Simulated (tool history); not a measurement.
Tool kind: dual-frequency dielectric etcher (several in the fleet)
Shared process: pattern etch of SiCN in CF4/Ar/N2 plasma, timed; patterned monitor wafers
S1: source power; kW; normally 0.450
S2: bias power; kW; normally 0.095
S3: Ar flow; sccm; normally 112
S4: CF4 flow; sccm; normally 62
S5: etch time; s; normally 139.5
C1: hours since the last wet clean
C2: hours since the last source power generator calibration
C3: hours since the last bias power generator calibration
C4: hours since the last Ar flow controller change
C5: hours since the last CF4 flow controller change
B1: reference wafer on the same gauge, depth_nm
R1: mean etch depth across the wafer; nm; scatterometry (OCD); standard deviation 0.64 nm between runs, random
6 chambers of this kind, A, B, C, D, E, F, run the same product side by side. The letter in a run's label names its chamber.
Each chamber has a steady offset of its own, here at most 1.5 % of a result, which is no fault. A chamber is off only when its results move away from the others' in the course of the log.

run	hour	S1	S2	S3	S4	S5	C1	C2	C3	C4	C5	B1	R1
1D	9.9	0.450	0.095	112	62	139.5	156.7	1968.6	304.3	1205.0	638.8	116.10	128.42
2E	19.5	0.450	0.095	112	62	139.5	252.6	174.9	3622.3	1442.3	2399.6	115.99	128.56
3F	34.2	0.450	0.095	112	62	139.5	282.6	1587.5	1585.6	727.4	70.1	116.09	128.11
4B	41.7	0.450	0.095	112	62	139.5	498.6	2145.1	309.4	198.8	4247.3	115.89	126.23
# hour 47.5: chamber B: wet clean of the chamber
5C	50.8	0.450	0.095	112	62	139.5	435.3	1793.6	139.6	525.7	3518.8	115.92	129.23
# hour 58.5: chamber B: source power generator calibrated
6A	60.8	0.450	0.095	112	62	139.5	191.6	1821.2	2542.9	1956.2	1371.3	116.02	127.93
7A	69.4	0.450	0.095	112	62	152.0	200.2	1829.8	2551.5	1964.8	1379.9	115.99	141.43
# hour 71.0: chamber E: wet clean of the chamber
# hour 72.3: chamber C: wet clean of the chamber
8F	84.3	0.450	0.095	112	62	152.0	332.7	1637.6	1635.7	777.5	120.2	116.04	139.88
9D	94.1	0.450	0.095	112	62	152.0	240.9	2052.8	388.5	1289.2	723.0	116.06	140.39
10B	109.0	0.450	0.095	112	62	152.0	61.6	50.6	376.7	266.1	4314.6	116.11	137.80
11E	116.5	0.450	0.095	112	62	152.0	45.6	271.9	3719.3	1539.3	2496.6	115.94	140.21
12C	123.7	0.450	0.095	112	62	152.0	51.5	1866.5	212.5	598.6	3591.7	115.99	139.59
13B	137.7	0.450	0.095	112	62	139.5	90.3	79.3	405.4	294.8	4343.3	116.00	126.28
14E	146.2	0.450	0.095	112	62	139.5	75.3	301.6	3749.0	1569.0	2526.3	115.96	129.27
15C	160.5	0.450	0.095	112	62	139.5	88.3	1903.3	249.3	635.4	3628.5	116.01	128.84
16F	171.6	0.450	0.095	112	62	139.5	420.0	1724.9	1723.0	864.8	207.5	115.99	129.34
17A	180.7	0.450	0.095	112	62	139.5	311.5	1941.1	2662.8	2076.1	1491.2	115.84	128.49
18D	189.6	0.450	0.095	112	62	139.5	336.4	2148.3	484.0	1384.7	818.5	115.94	128.00
19C	204.5	0.450	0.095	112	62	139.5	132.3	1947.3	293.3	679.4	3672.5	115.87	128.07
# hour 206.2: chamber F: wet clean of the chamber
20B	217.2	0.450	0.095	112	62	111.5	169.8	158.8	484.9	374.3	4422.8	115.96	100.99
21A	225.0	0.450	0.095	112	62	111.5	355.8	1985.4	2707.1	2120.4	1535.5	116.13	103.31
22F	233.7	0.450	0.095	112	62	111.5	27.5	1787.0	1785.1	926.9	269.6	115.92	105.61
23E	243.4	0.450	0.095	112	62	111.5	172.5	398.8	3846.2	1666.2	2623.5	115.85	103.16
24D	250.3	0.450	0.095	112	62	111.5	397.1	2209.0	544.7	1445.4	879.2	116.07	103.65
25F	259.2	0.450	0.095	112	62	111.5	53.0	1812.5	1810.6	952.4	295.1	116.05	105.13
# hour 270.0: chamber A: wet clean of the chamber
26E	272.3	0.450	0.095	112	62	139.5	201.4	427.7	3875.1	1695.1	2652.4	116.02	128.49
27D	284.0	0.450	0.095	112	62	139.5	430.8	2242.7	578.4	1479.1	912.9	116.06	129.78
28A	292.7	0.450	0.095	112	62	139.5	22.8	2053.1	2774.8	2188.1	1603.2	116.00	128.40
29C	303.2	0.450	0.095	112	62	139.5	231.0	2046.0	392.0	778.1	3771.2	116.03	130.04
30B	313.8	0.450	0.095	112	62	139.5	266.4	255.4	581.5	470.9	4519.4	115.96	127.32
31D	324.9	0.450	0.095	112	62	139.5	471.7	2283.6	619.3	1520.0	953.8	115.87	130.49
32F	337.1	0.450	0.095	112	62	139.5	130.9	1890.4	1888.5	1030.3	373.0	115.94	133.17
33A	350.5	0.450	0.095	112	62	139.5	80.6	2110.9	2832.6	2245.9	1661.0	115.97	130.01
34C	361.1	0.450	0.095	112	62	139.5	288.9	2103.9	449.9	836.0	3829.1	115.93	129.07
# hour 368.3: chamber C: source power generator calibrated
# hour 372.4: chamber F: bias power generator calibrated
35E	376.1	0.450	0.095	112	62	139.5	305.2	531.5	3978.9	1798.9	2756.2	115.98	128.84
36B	389.5	0.450	0.095	112	62	139.5	342.1	331.1	657.2	546.6	4595.1	115.85	128.29
37F	402.9	0.450	0.095	112	62	139.5	196.7	1956.2	30.6	1096.1	438.8	115.90	132.31
38C	411.9	0.450	0.095	112	62	139.5	339.7	43.7	500.7	886.8	3879.9	116.06	129.52
39A	420.5	0.450	0.095	112	62	139.5	150.6	2180.9	2902.6	2315.9	1731.0	115.99	128.21

Which is it: a chamber that has drifted or been left off by a service, a gauge drift common to all chambers, or only each chamber's usual small offset? If a chamber is off, name it and its likeliest cause.

A service left chamber F off against the others.
Cause: etch rate over this chamber's usual, % = 3.31.

Which of the 4 candidates below, each the usual settings with something changed and its results left as question marks, puts chamber F back in line with what the other chambers give on the usual settings?
In line means no further than this from the other chambers' mean on the usual settings: R1 2.20 nm
40F-1	431.4	0.440	0.094	112	62	134.5							?
40F-2	431.4	0.450	0.103	112	62	139.5							?
40F-3	431.4	0.450	0.095	112	62	135.5							?
40F-4	431.4	0.450	0.095	111	62	148.0							?

On the usual settings, the other chambers give on average: R1 128.43 nm
run	R1
40F-1	124.18
40F-2	135.98
40F-3	128.11
40F-4	140.10
40F-3 puts the chamber back in line with the other chambers.
